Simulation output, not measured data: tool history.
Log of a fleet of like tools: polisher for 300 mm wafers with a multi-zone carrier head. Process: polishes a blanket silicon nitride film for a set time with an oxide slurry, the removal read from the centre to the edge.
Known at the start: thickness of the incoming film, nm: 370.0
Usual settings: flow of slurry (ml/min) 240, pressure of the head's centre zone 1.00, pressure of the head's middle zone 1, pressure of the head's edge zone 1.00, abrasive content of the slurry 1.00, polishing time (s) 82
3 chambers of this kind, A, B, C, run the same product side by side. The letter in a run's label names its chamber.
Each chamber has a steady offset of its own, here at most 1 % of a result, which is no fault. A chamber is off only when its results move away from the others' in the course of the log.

run,hour,flow of slurry (ml/min),pressure of the head's centre zone,pressure of the head's middle zone,pressure of the head's edge zone,abrasive content of the slurry,polishing time (s),film removed at the wafer's centre (Å),film removed at mid-radius (Å),film removed at the wafer's edge (Å)
1C,7.1,240,1.00,1,1.00,1.00,82,735.13,744.98,746.18
# hour 8.4: chamber A: worn pad replaced by a new one
2A,20.6,240,1.00,1,1.00,1.00,82,759.99,736.65,735.94
3B,34.5,240,1.00,1,1.00,1.00,82,724.83,742.87,736.29
4B,49.7,240,1.00,1,1.00,1.00,82,728.04,743.42,745.49
5C,64.0,240,1.00,1,1.00,1.00,82,746.27,736.20,735.63
# hour 65.9: chamber C: worn pad replaced by a new one
6A,73.9,240,1.00,1,1.00,1.00,82,754.05,728.82,738.04
7A,82.9,240,1.00,1,1.00,1.00,82,738.65,737.68,732.37
# hour 89.7: chamber B: worn pad replaced by a new one
8C,97.9,240,1.00,1,1.00,1.00,82,741.04,740.73,743.55
9B,111.3,240,1.00,1,1.00,1.00,82,732.09,745.23,731.65
10A,120.1,240,0.91,1,1.05,1.00,82,671.85,736.60,740.10
11C,133.2,240,0.91,1,1.05,1.00,82,670.53,736.19,760.76
# hour 138.7: chamber A: centre zone pressure recalibrated
12B,141.8,240,0.91,1,1.05,1.00,82,659.63,744.27,757.61
13B,154.7,240,1.00,1,1.00,0.85,82,690.36,683.10,687.39
14A,170.2,240,1.00,1,1.00,0.85,82,618.68,681.97,681.14
# hour 177.0: chamber C: edge zone pressure recalibrated
15C,178.8,240,1.00,1,1.00,0.85,82,692.52,686.93,686.99
16B,191.4,240,1.00,1,1.00,1.00,82,740.28,750.02,740.63
# hour 199.4: chamber C: worn pad replaced by a new one
17A,202.6,240,1.00,1,1.00,1.00,82,668.94,738.47,743.06
18C,211.9,240,1.00,1,1.00,1.00,82,741.89,734.21,757.32
# hour 223.0: chamber A: worn pad replaced by a new one
19A,226.1,240,1.00,1,1.00,1.00,82,666.95,746.66,736.02
20B,233.6,240,1.00,1,1.10,1.00,97,880.26,872.61,914.17
21C,241.6,240,1.00,1,1.10,1.00,97,882.87,871.14,945.74
# hour 247.1: chamber A: slurry nozzle cleaned
# hour 248.9: chamber C: centre zone pressure recalibrated
22A,251.9,240,1.00,1,1.10,1.00,97,783.87,881.56,931.15
23B,266.2,240,1.00,1,1.08,1.00,104,941.87,946.10,950.82
24C,280.0,240,1.00,1,1.08,1.00,104,931.64,941.52,993.99
25B,290.8,240,1.00,1,1.08,1.00,104,945.57,931.11,964.76
26A,298.8,240,1.00,1,1.00,1.00,82,669.10,739.09,720.84
27C,306.2,240,1.00,1,1.00,1.00,82,738.32,735.44,743.45
# hour 315.6: chamber B: worn pad replaced by a new one
28C,320.0,240,1.00,1,1.00,1.00,82,749.87,736.75,747.09
29A,327.3,240,1.00,1,1.00,1.00,82,658.25,725.51,731.94
30B,336.0,240,1.00,1,1.00,1.00,82,741.48,742.84,730.12
31C,351.2,240,1.00,1,1.00,1.00,82,750.90,737.42,739.56

Next, every chamber runs the same settings. What will each give?
32A,362.3,240,1.05,1,1.00,1.00,82,?,?,?
32B,362.3,240,1.05,1,1.00,1.00,82,?,?,?
32C,362.3,240,1.05,1,1.00,1.00,82,?,?,?

run,film removed at the wafer's centre (Å),film removed at mid-radius (Å),film removed at the wafer's edge (Å)
32A,692.07,731.57,731.56
32B,780.83,742.09,742.71
32C,780.78,743.47,738.47
